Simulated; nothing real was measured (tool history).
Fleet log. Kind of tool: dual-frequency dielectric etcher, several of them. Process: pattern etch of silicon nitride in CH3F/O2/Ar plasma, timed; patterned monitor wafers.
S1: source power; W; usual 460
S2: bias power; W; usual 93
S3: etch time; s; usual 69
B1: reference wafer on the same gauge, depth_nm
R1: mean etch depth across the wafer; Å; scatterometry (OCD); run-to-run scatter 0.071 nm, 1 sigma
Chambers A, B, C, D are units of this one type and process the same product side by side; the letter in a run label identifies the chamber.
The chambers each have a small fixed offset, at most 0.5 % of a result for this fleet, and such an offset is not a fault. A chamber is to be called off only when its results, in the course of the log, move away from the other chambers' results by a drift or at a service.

run	hour	S1	S2	S3	B1	R1
1B	4.4	460	93	69	48.178	556.39
2A	7.3	460	93	69	48.2	555.56
3C	12.1	460	93	69	48.189	556.94
4D	15.6	460	93	69	48.158	557.88
5B	18	460	93	69	48.17	555.72
6D	22	460	93	69	48.146	555.7
7C	25.8	460	93	69	48.163	557.02
8A	30.3	460	93	69	48.141	554.14
9A	34.2	360	93	79.5	48.146	584.59
10C	36.7	360	93	79.5	48.162	586.21
11D	40	360	93	79.5	48.143	585.95
12B	42.6	360	93	79.5	48.139	583.48
13C	45.8	460	93	69	48.129	556.78
14A	48.4	460	93	69	48.114	554.98
15B	52.6	460	93	69	48.117	553.1
16D	57.6	460	93	69	48.113	556.72
17D	62.4	460	93	69	48.102	556.24
18B	65.6	460	93	69	48.102	554.22
19C	69.7	460	93	69	48.101	555.79
# hour 73.2: chamber C: wet clean of the chamber
20A	73.2	460	93	69	48.073	554.33
21A	75.6	580	93	81	48.087	711.63
22D	80.2	580	93	81	48.093	710.25
23C	85.6	580	93	81	48.065	712.41
24B	90.1	580	93	81	48.067	711.1
25B	93.9	460	93	69	48.055	553.73
26C	97.2	460	93	69	48.055	555.86
27A	100.7	460	93	69	48.05	553.62
28D	103.1	460	93	69	48.056	557.01
29D	107.7	460	93	69	48.034	555.56
30C	111.1	370	93	69	48.025	511.9
31B	115.1	370	93	69	48.012	508.71
32A	118.7	370	93	69	48.024	510.16
33D	121.6	370	93	69	48.023	511.87
34C	126.8	460	93	69	48.006	555.06
35A	130.8	460	93	69	48.006	555.43
36B	136.1	460	75	69	47.993	513.56
37D	138.9	460	75	69	47.996	514.9
38A	143.6	460	75	69	47.983	513.44
39B	148.5	460	75	69	47.972	513.67
40C	151.2	460	93	69	47.956	554.15
41B	154.7	460	100	69	47.977	568.55
42A	158.7	460	100	69	47.959	567.42
43D	161.4	460	100	69	47.94	568.97

Has any chamber moved away from the others, gradually or after a service, or does the common gauge drift, or do the chambers differ only by their own small steady offsets? State the chamber and the most likely cause if one applies.

Every chamber seems to shift together because the gauge that measures them all drifts; the chambers themselves are fine.
Most likely cause: gauge reads low (%) = 0.519.
